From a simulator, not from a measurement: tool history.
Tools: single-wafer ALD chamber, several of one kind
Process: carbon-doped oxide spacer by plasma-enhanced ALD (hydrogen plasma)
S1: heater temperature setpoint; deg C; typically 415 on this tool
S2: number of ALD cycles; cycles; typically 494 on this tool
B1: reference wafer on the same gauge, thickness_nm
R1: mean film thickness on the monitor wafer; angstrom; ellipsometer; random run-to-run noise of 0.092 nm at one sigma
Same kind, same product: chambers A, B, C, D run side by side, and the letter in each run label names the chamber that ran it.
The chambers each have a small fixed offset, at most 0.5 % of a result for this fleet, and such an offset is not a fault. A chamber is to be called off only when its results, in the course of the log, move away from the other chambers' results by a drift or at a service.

run	hour	S1	S2	B1	R1
1D	3.9	415	494	28.009	234.2
2B	6.3	415	494	27.991	237.99
3C	9.3	415	494	28.014	234.96
4A	12.5	415	494	28.025	235.74
5C	16.4	415	494	27.997	235.79
6D	19.3	415	494	28.007	236.61
7A	23.9	415	494	28.016	234.42
8B	26.5	406	494	27.977	243.93
9D	29.1	406	494	28.011	242.23
10B	32.8	406	494	27.997	244.41
11A	35	406	494	28.018	241.4
12C	38.1	415	494	28.006	234.98
13B	42.2	415	494	27.999	236.76
14D	45.6	415	494	28.028	236.23
15A	47.8	415	494	28.01	237.19
16C	51.7	415	494	28.024	235.29
17A	55.8	415	415	27.965	197.69
18B	57.9	415	415	28.009	199.68
19D	62.7	415	415	28.025	198.09
20C	66.2	415	415	28.026	197.43
21D	69.7	415	494	28.007	235.9
22A	72.7	415	494	27.995	234.53
23C	76.5	415	494	27.993	234.51
24B	79.1	415	494	28.021	235.36
25B	83.5	415	494	27.99	237.66
26C	87.3	415	494	28.005	235.28
27A	92.2	415	494	27.996	237.54
28D	96.6	415	494	27.992	236.08
29D	100.2	415	494	28.004	235.27
30C	104.1	415	494	27.986	235.73
31A	107.9	415	494	27.985	234.15
32B	111.1	415	494	27.993	235.49
33A	114.1	415	494	28.016	236.01
34B	116.9	415	552	27.981	264.43
35C	120.2	415	552	27.98	262.93
36D	124.5	415	552	27.997	262.99
37B	128.7	415	552	28.004	264.14
38D	133.4	415	494	28.013	235.79
39A	138.1	415	494	27.983	235.82
40C	141.3	415	494	28.023	234.82
41C	145.8	415	494	28.01	235.63
42A	148.9	415	494	27.997	234.64
43D	152.1	415	494	28.037	237.01
44B	155.2	407	403	27.968	198.56

Is one chamber off against the others, does the gauge drift, or is nothing wrong? If a chamber is off, say which, and what the likeliest cause is.

Beyond each chamber's small constant offset nothing stands out, and the gauge stays steady.
